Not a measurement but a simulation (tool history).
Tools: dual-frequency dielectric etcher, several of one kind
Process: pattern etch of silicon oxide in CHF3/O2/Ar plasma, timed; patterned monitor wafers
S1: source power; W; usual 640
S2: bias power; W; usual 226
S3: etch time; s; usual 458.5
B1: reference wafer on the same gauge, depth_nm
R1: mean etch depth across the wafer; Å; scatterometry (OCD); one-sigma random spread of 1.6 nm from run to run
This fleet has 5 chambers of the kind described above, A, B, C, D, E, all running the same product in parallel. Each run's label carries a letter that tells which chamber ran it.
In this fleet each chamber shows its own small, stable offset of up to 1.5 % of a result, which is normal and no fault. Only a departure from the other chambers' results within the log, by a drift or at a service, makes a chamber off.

run,hour,S1,S2,S3,B1,R1
1E,3.8,640,226,458.5,829.74,10113
# hour 4.9: chamber B: wet clean of the chamber
2A,7.7,640,226,458.5,829.99,10085
3D,15,640,226,458.5,829.35,9964.6
4C,19.9,640,226,458.5,829.7,10114
5B,24.6,640,226,458.5,829.32,9889.8
6D,28.7,640,226,458.5,829.44,9910
7E,32.7,640,226,458.5,829.49,10056
8B,40.3,490,177,458.5,829.16,8192.1
9C,44.5,490,177,458.5,828.84,8405.8
10A,50.7,490,177,458.5,828.85,8370.1
11A,56.4,490,177,458.5,828.55,8402.4
12E,59.9,490,177,458.5,828.62,8353.4
13B,65.9,640,226,458.5,828.73,9890.4
14D,71.5,640,226,458.5,828.21,9930.9
15C,79.5,640,226,458.5,828.18,10121
16C,86.1,640,226,458.5,827.87,10096
17B,89.7,640,226,458.5,827.93,9890.1
18E,95.4,640,226,458.5,827.6,10048
19A,103.3,640,226,458.5,827.4,10109
20D,109.5,640,226,458.5,827.29,9881.6
21B,113.6,590,226,458.5,827.57,9581.6
22E,119.7,590,226,458.5,826.99,9725.1
23A,126.7,590,226,458.5,826.64,9762.9
24D,131.5,590,226,458.5,826.58,9605.9
25C,137.7,590,226,458.5,826.52,9808.9
26D,145.7,640,226,458.5,826.26,9881.2
27E,152.5,640,226,458.5,826.15,10023
28A,156.2,640,226,458.5,825.94,10106
29C,160.2,640,226,458.5,825.81,10084
30B,166.1,640,226,458.5,825.95,9859
31D,173.1,640,226,458.5,825.53,9872.3
32C,178.6,640,226,458.5,826.06,10079
33A,186.5,640,226,458.5,825.65,10070
34B,193.7,640,226,458.5,825.31,9830.9
35E,200.4,640,226,458.5,825.09,10024
36B,205.6,640,226,458.5,824.7,9847
37A,212.6,540,226,458.5,824.32,9456

Has any chamber moved away from the others, gradually or after a service, or does the common gauge drift, or do the chambers differ only by their own small steady offsets? State the chamber and the most likely cause if one applies.

The gauge drifts, so all chambers seem to drift together. No chamber is off.
Cause: gauge reads low (%) = 0.658.
